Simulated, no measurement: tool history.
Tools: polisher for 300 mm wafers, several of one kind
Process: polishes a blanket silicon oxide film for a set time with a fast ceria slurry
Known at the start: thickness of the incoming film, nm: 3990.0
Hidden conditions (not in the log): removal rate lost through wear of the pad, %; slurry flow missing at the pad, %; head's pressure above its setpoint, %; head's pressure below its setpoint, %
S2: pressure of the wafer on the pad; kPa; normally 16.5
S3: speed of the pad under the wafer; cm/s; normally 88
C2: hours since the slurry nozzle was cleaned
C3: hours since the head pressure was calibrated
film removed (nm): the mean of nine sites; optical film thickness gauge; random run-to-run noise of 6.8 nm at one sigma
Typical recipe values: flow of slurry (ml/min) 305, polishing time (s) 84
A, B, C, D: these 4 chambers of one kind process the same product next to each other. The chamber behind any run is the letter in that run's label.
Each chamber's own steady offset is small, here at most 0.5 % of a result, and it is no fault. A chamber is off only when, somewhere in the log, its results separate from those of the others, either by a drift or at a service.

{"run": "1A", "hour": 9.0, "flow of slurry (ml/min)": 305, "S2": 16.5, "S3": 88, "polishing time (s)": 84, "wafers polished on this pad": 152, "C2": 587.3, "C3": 649.8, "film removed (nm)": 858.17}
{"run": "2B", "hour": 19.1, "flow of slurry (ml/min)": 305, "S2": 16.5, "S3": 88, "polishing time (s)": 84, "wafers polished on this pad": 557, "C2": 149.4, "C3": 379.7, "film removed (nm)": 862.76}
{"hour": 21.2, "done": "chamber B: head pressure recalibrated"}
{"run": "3C", "hour": 28.5, "flow of slurry (ml/min)": 305, "S2": 16.5, "S3": 88, "polishing time (s)": 84, "wafers polished on this pad": 197, "C2": 90.4, "C3": 845.8, "film removed (nm)": 856.77}
{"run": "4D", "hour": 36.0, "flow of slurry (ml/min)": 305, "S2": 16.5, "S3": 88, "polishing time (s)": 84, "wafers polished on this pad": 471, "C2": 616.5, "C3": 191.6, "film removed (nm)": 866.11}
{"run": "5D", "hour": 43.1, "flow of slurry (ml/min)": 305, "S2": 16.5, "S3": 88, "polishing time (s)": 84, "wafers polished on this pad": 513, "C2": 623.6, "C3": 198.7, "film removed (nm)": 850.97}
{"run": "6A", "hour": 54.8, "flow of slurry (ml/min)": 305, "S2": 16.5, "S3": 88, "polishing time (s)": 84, "wafers polished on this pad": 423, "C2": 633.1, "C3": 695.6, "film removed (nm)": 865.61}
{"run": "7B", "hour": 67.6, "flow of slurry (ml/min)": 305, "S2": 16.5, "S3": 88, "polishing time (s)": 101, "wafers polished on this pad": 844, "C2": 197.9, "C3": 46.4, "film removed (nm)": 1020.6}
{"run": "8C", "hour": 81.8, "flow of slurry (ml/min)": 305, "S2": 16.5, "S3": 88, "polishing time (s)": 101, "wafers polished on this pad": 512, "C2": 143.7, "C3": 899.1, "film removed (nm)": 1021.5}
{"run": "9C", "hour": 95.3, "flow of slurry (ml/min)": 305, "S2": 16.5, "S3": 88, "polishing time (s)": 101, "wafers polished on this pad": 592, "C2": 157.2, "C3": 912.6, "film removed (nm)": 1022.3}
{"run": "10B", "hour": 110.3, "flow of slurry (ml/min)": 305, "S2": 16.5, "S3": 88, "polishing time (s)": 101, "wafers polished on this pad": 1096, "C2": 240.6, "C3": 89.1, "film removed (nm)": 1026.7}
{"hour": 114.8, "done": "chamber D: head pressure recalibrated"}
{"hour": 119.3, "done": "chamber B: worn pad replaced by a new one"}
{"hour": 124.6, "done": "chamber C: head pressure recalibrated"}
{"run": "11D", "hour": 125.5, "flow of slurry (ml/min)": 305, "S2": 16.5, "S3": 88, "polishing time (s)": 84, "wafers polished on this pad": 1000, "C2": 706.0, "C3": 10.8, "film removed (nm)": 837.96}
{"run": "12A", "hour": 136.3, "flow of slurry (ml/min)": 305, "S2": 16.5, "S3": 88, "polishing time (s)": 84, "wafers polished on this pad": 905, "C2": 714.6, "C3": 777.1, "film removed (nm)": 842.35}
{"hour": 140.8, "done": "chamber A: worn pad replaced by a new one"}
{"run": "13D", "hour": 144.1, "flow of slurry (ml/min)": 305, "S2": 16.5, "S3": 88, "polishing time (s)": 84, "wafers polished on this pad": 1110, "C2": 724.6, "C3": 29.4, "film removed (nm)": 836.03}
{"run": "14B", "hour": 154.8, "flow of slurry (ml/min)": 305, "S2": 16.5, "S3": 88, "polishing time (s)": 84, "wafers polished on this pad": 210, "C2": 285.1, "C3": 133.6, "film removed (nm)": 845.38}
{"run": "15C", "hour": 170.1, "flow of slurry (ml/min)": 305, "S2": 16.5, "S3": 88, "polishing time (s)": 84, "wafers polished on this pad": 1034, "C2": 232.0, "C3": 45.5, "film removed (nm)": 857.69}
{"run": "16A", "hour": 180.7, "flow of slurry (ml/min)": 305, "S2": 16.5, "S3": 88, "polishing time (s)": 84, "wafers polished on this pad": 236, "C2": 759.0, "C3": 821.5, "film removed (nm)": 857.57}
{"run": "17C", "hour": 187.8, "flow of slurry (ml/min)": 305, "S2": 16.5, "S3": 88, "polishing time (s)": 84, "wafers polished on this pad": 1139, "C2": 249.7, "C3": 63.2, "film removed (nm)": 861.19}
{"run": "18D", "hour": 200.6, "flow of slurry (ml/min)": 305, "S2": 19.3, "S3": 88, "polishing time (s)": 84, "wafers polished on this pad": 1445, "C2": 781.1, "C3": 85.9, "film removed (nm)": 951.04}
{"run": "19A", "hour": 212.0, "flow of slurry (ml/min)": 305, "S2": 19.3, "S3": 88, "polishing time (s)": 84, "wafers polished on this pad": 421, "C2": 790.3, "C3": 852.8, "film removed (nm)": 1006.1}
{"run": "20B", "hour": 218.9, "flow of slurry (ml/min)": 305, "S2": 19.3, "S3": 88, "polishing time (s)": 84, "wafers polished on this pad": 589, "C2": 349.2, "C3": 197.7, "film removed (nm)": 1008.6}
{"run": "21D", "hour": 231.3, "flow of slurry (ml/min)": 305, "S2": 19.3, "S3": 88, "polishing time (s)": 84, "wafers polished on this pad": 1626, "C2": 811.8, "C3": 116.6, "film removed (nm)": 935.25}
{"run": "22C", "hour": 245.8, "flow of slurry (ml/min)": 305, "S2": 16.5, "S3": 88, "polishing time (s)": 84, "wafers polished on this pad": 1482, "C2": 307.7, "C3": 121.2, "film removed (nm)": 851.49}
{"run": "23A", "hour": 256.7, "flow of slurry (ml/min)": 305, "S2": 16.5, "S3": 88, "polishing time (s)": 84, "wafers polished on this pad": 685, "C2": 835.0, "C3": 897.5, "film removed (nm)": 840.73}
{"hour": 258.3, "done": "chamber C: worn pad replaced by a new one"}
{"run": "24B", "hour": 265.7, "flow of slurry (ml/min)": 305, "S2": 16.5, "S3": 88, "polishing time (s)": 84, "wafers polished on this pad": 866, "C2": 396.0, "C3": 244.5, "film removed (nm)": 857.53}
{"run": "25B", "hour": 280.2, "flow of slurry (ml/min)": 305, "S2": 16.5, "S3": 88, "polishing time (s)": 84, "wafers polished on this pad": 952, "C2": 410.5, "C3": 259.0, "film removed (nm)": 843.26}
{"run": "26D", "hour": 290.8, "flow of slurry (ml/min)": 305, "S2": 16.5, "S3": 88, "polishing time (s)": 84, "wafers polished on this pad": 1978, "C2": 871.3, "C3": 176.1, "film removed (nm)": 789.55}
{"run": "27A", "hour": 302.5, "flow of slurry (ml/min)": 305, "S2": 16.5, "S3": 88, "polishing time (s)": 84, "wafers polished on this pad": 956, "C2": 880.8, "C3": 943.3, "film removed (nm)": 841.9}
{"run": "28C", "hour": 315.2, "flow of slurry (ml/min)": 305, "S2": 16.5, "S3": 88, "polishing time (s)": 84, "wafers polished on this pad": 336, "C2": 377.1, "C3": 190.6, "film removed (nm)": 857.09}
{"run": "29C", "hour": 328.9, "flow of slurry (ml/min)": 305, "S2": 13.8, "S3": 88, "polishing time (s)": 84, "wafers polished on this pad": 418, "C2": 390.8, "C3": 204.3, "film removed (nm)": 711.45}

Predict what each chamber gives when all 4 of them run the settings below next.
{"run": "30A", "hour": 340.0, "flow of slurry (ml/min)": 305, "S2": 16.5, "S3": 88, "polishing time (s)": 84, "film removed (nm)": "?"}
{"run": "30B", "hour": 340.0, "flow of slurry (ml/min)": 305, "S2": 16.5, "S3": 88, "polishing time (s)": 84, "film removed (nm)": "?"}
{"run": "30C", "hour": 340.0, "flow of slurry (ml/min)": 305, "S2": 16.5, "S3": 88, "polishing time (s)": 84, "film removed (nm)": "?"}
{"run": "30D", "hour": 340.0, "flow of slurry (ml/min)": 305, "S2": 16.5, "S3": 88, "polishing time (s)": 84, "film removed (nm)": "?"}

run=30A film_removed_(nm)=853.98
run=30B film_removed_(nm)=851.05
run=30C film_removed_(nm)=861.64
run=30D film_removed_(nm)=779.06
